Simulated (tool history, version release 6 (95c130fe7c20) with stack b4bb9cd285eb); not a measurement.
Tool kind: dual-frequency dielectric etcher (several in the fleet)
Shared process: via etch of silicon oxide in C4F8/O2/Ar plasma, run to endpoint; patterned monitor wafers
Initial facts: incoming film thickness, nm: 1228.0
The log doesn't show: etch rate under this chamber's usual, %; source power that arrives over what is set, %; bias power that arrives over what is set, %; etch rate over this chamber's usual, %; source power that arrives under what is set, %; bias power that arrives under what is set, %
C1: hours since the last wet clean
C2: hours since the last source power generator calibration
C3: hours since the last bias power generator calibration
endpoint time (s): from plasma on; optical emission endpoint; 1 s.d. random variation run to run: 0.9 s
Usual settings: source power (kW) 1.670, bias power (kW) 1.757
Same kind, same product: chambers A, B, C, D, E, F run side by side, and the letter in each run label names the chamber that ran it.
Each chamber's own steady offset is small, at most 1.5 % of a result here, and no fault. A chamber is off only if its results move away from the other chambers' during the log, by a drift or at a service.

run 1A hour=3.3 | source_power_(kW)=1.670 bias_power_(kW)=1.757 | C1=43.8 C2=1124.6 C3=238.2 | endpoint_time_(s)=271.76
run 2E hour=5.9 | source_power_(kW)=1.670 bias_power_(kW)=1.757 | C1=588.8 C2=2188.7 C3=805.9 | endpoint_time_(s)=266.62
run 3B hour=10.0 | source_power_(kW)=1.670 bias_power_(kW)=1.757 | C1=289.6 C2=559.2 C3=239.0 | endpoint_time_(s)=267.69
-- hour=13.7 chamber F: wet clean of the chamber
run 4F hour=14.9 | source_power_(kW)=1.670 bias_power_(kW)=1.757 | C1=1.3 C2=1592.4 C3=2296.2 | endpoint_time_(s)=273.69
run 5C hour=18.7 | source_power_(kW)=1.670 bias_power_(kW)=1.757 | C1=379.2 C2=1187.4 C3=1297.9 | endpoint_time_(s)=272.66
run 6D hour=22.5 | source_power_(kW)=1.670 bias_power_(kW)=1.757 | C1=326.7 C2=1104.3 C3=1401.4 | endpoint_time_(s)=271.72
run 7B hour=25.5 | source_power_(kW)=1.670 bias_power_(kW)=1.757 | C1=305.1 C2=574.7 C3=254.5 | endpoint_time_(s)=267.90
run 8D hour=30.2 | source_power_(kW)=1.670 bias_power_(kW)=1.757 | C1=334.4 C2=1112.0 C3=1409.1 | endpoint_time_(s)=273.14
run 9A hour=33.0 | source_power_(kW)=1.670 bias_power_(kW)=1.757 | C1=73.5 C2=1154.3 C3=267.9 | endpoint_time_(s)=270.43
run 10E hour=36.7 | source_power_(kW)=1.790 bias_power_(kW)=1.978 | C1=619.6 C2=2219.5 C3=836.7 | endpoint_time_(s)=251.57
run 11C hour=42.4 | source_power_(kW)=1.790 bias_power_(kW)=1.978 | C1=402.9 C2=1211.1 C3=1321.6 | endpoint_time_(s)=255.52
-- hour=45.9 chamber E: wet clean of the chamber
run 12F hour=48.0 | source_power_(kW)=1.790 bias_power_(kW)=1.978 | C1=34.4 C2=1625.5 C3=2329.3 | endpoint_time_(s)=255.39
run 13F hour=53.1 | source_power_(kW)=1.790 bias_power_(kW)=1.978 | C1=39.5 C2=1630.6 C3=2334.4 | endpoint_time_(s)=255.85
run 14D hour=57.6 | source_power_(kW)=1.790 bias_power_(kW)=1.978 | C1=361.8 C2=1139.4 C3=1436.5 | endpoint_time_(s)=255.91
run 15C hour=62.5 | source_power_(kW)=1.790 bias_power_(kW)=1.978 | C1=423.0 C2=1231.2 C3=1341.7 | endpoint_time_(s)=254.42
-- hour=66.8 chamber B: wet clean of the chamber
run 16A hour=67.8 | source_power_(kW)=1.670 bias_power_(kW)=1.757 | C1=108.3 C2=1189.1 C3=302.7 | endpoint_time_(s)=272.97
run 17E hour=71.0 | source_power_(kW)=1.670 bias_power_(kW)=1.757 | C1=25.1 C2=2253.8 C3=871.0 | endpoint_time_(s)=268.01
run 18B hour=75.9 | source_power_(kW)=1.670 bias_power_(kW)=1.757 | C1=9.1 C2=625.1 C3=304.9 | endpoint_time_(s)=266.64
run 19D hour=79.1 | source_power_(kW)=1.670 bias_power_(kW)=1.757 | C1=383.3 C2=1160.9 C3=1458.0 | endpoint_time_(s)=272.67
run 20F hour=82.9 | source_power_(kW)=1.380 bias_power_(kW)=2.150 | C1=69.3 C2=1660.4 C3=2364.2 | endpoint_time_(s)=277.68
run 21A hour=85.5 | source_power_(kW)=1.380 bias_power_(kW)=2.150 | C1=126.0 C2=1206.8 C3=320.4 | endpoint_time_(s)=274.49
run 22C hour=90.1 | source_power_(kW)=1.380 bias_power_(kW)=2.150 | C1=450.6 C2=1258.8 C3=1369.3 | endpoint_time_(s)=277.35
run 23B hour=94.2 | source_power_(kW)=1.380 bias_power_(kW)=2.150 | C1=27.4 C2=643.4 C3=323.2 | endpoint_time_(s)=273.30
run 24E hour=99.2 | source_power_(kW)=1.380 bias_power_(kW)=2.150 | C1=53.3 C2=2282.0 C3=899.2 | endpoint_time_(s)=271.45
run 25F hour=104.3 | source_power_(kW)=1.380 bias_power_(kW)=2.150 | C1=90.7 C2=1681.8 C3=2385.6 | endpoint_time_(s)=277.54
-- hour=106.9 chamber D: wet clean of the chamber
run 26C hour=107.2 | source_power_(kW)=1.670 bias_power_(kW)=1.757 | C1=467.7 C2=1275.9 C3=1386.4 | endpoint_time_(s)=270.92
run 27B hour=109.9 | source_power_(kW)=1.670 bias_power_(kW)=1.757 | C1=43.1 C2=659.1 C3=338.9 | endpoint_time_(s)=268.89
run 28D hour=115.6 | source_power_(kW)=1.670 bias_power_(kW)=1.757 | C1=8.7 C2=1197.4 C3=1494.5 | endpoint_time_(s)=275.80
run 29E hour=118.1 | source_power_(kW)=1.670 bias_power_(kW)=1.757 | C1=72.2 C2=2300.9 C3=918.1 | endpoint_time_(s)=268.55
run 30A hour=122.7 | source_power_(kW)=1.670 bias_power_(kW)=1.757 | C1=163.2 C2=1244.0 C3=357.6 | endpoint_time_(s)=270.12
run 31C hour=125.8 | source_power_(kW)=1.670 bias_power_(kW)=1.757 | C1=486.3 C2=1294.5 C3=1405.0 | endpoint_time_(s)=272.13
run 32B hour=130.5 | source_power_(kW)=1.670 bias_power_(kW)=1.757 | C1=63.7 C2=679.7 C3=359.5 | endpoint_time_(s)=267.78
run 33E hour=135.2 | source_power_(kW)=1.670 bias_power_(kW)=1.488 | C1=89.3 C2=2318.0 C3=935.2 | endpoint_time_(s)=278.51
run 34F hour=137.9 | source_power_(kW)=1.670 bias_power_(kW)=1.488 | C1=124.3 C2=1715.4 C3=2419.2 | endpoint_time_(s)=285.75
run 35D hour=140.5 | source_power_(kW)=1.670 bias_power_(kW)=1.488 | C1=33.6 C2=1222.3 C3=1519.4 | endpoint_time_(s)=287.85
run 36A hour=143.9 | source_power_(kW)=1.670 bias_power_(kW)=1.488 | C1=184.4 C2=1265.2 C3=378.8 | endpoint_time_(s)=283.47
run 37F hour=146.4 | source_power_(kW)=1.670 bias_power_(kW)=1.488 | C1=132.8 C2=1723.9 C3=2427.7 | endpoint_time_(s)=285.99
run 38B hour=149.2 | source_power_(kW)=1.670 bias_power_(kW)=1.488 | C1=82.4 C2=698.4 C3=378.2 | endpoint_time_(s)=279.91
run 39C hour=152.9 | source_power_(kW)=1.670 bias_power_(kW)=1.757 | C1=513.4 C2=1321.6 C3=1432.1 | endpoint_time_(s)=270.77
run 40D hour=155.6 | source_power_(kW)=1.540 bias_power_(kW)=1.333 | C1=48.7 C2=1237.4 C3=1534.5 | endpoint_time_(s)=306.86
run 41A hour=159.4 | source_power_(kW)=1.540 bias_power_(kW)=1.333 | C1=199.9 C2=1280.7 C3=394.3 | endpoint_time_(s)=301.26

All 6 chambers run these settings next. Forecast each chamber's results:
run 42A hour=163.5 | source_power_(kW)=1.670 bias_power_(kW)=1.558 | endpoint_time_(s)=?
run 42B hour=163.5 | source_power_(kW)=1.670 bias_power_(kW)=1.558 | endpoint_time_(s)=?
run 42C hour=163.5 | source_power_(kW)=1.670 bias_power_(kW)=1.558 | endpoint_time_(s)=?
run 42D hour=163.5 | source_power_(kW)=1.670 bias_power_(kW)=1.558 | endpoint_time_(s)=?
run 42E hour=163.5 | source_power_(kW)=1.670 bias_power_(kW)=1.558 | endpoint_time_(s)=?
run 42F hour=163.5 | source_power_(kW)=1.670 bias_power_(kW)=1.558 | endpoint_time_(s)=?

run=42A endpoint_time_(s)=281.56
run=42B endpoint_time_(s)=277.53
run=42C endpoint_time_(s)=278.43
run=42D endpoint_time_(s)=286.84
run=42E endpoint_time_(s)=275.05
run=42F endpoint_time_(s)=283.21

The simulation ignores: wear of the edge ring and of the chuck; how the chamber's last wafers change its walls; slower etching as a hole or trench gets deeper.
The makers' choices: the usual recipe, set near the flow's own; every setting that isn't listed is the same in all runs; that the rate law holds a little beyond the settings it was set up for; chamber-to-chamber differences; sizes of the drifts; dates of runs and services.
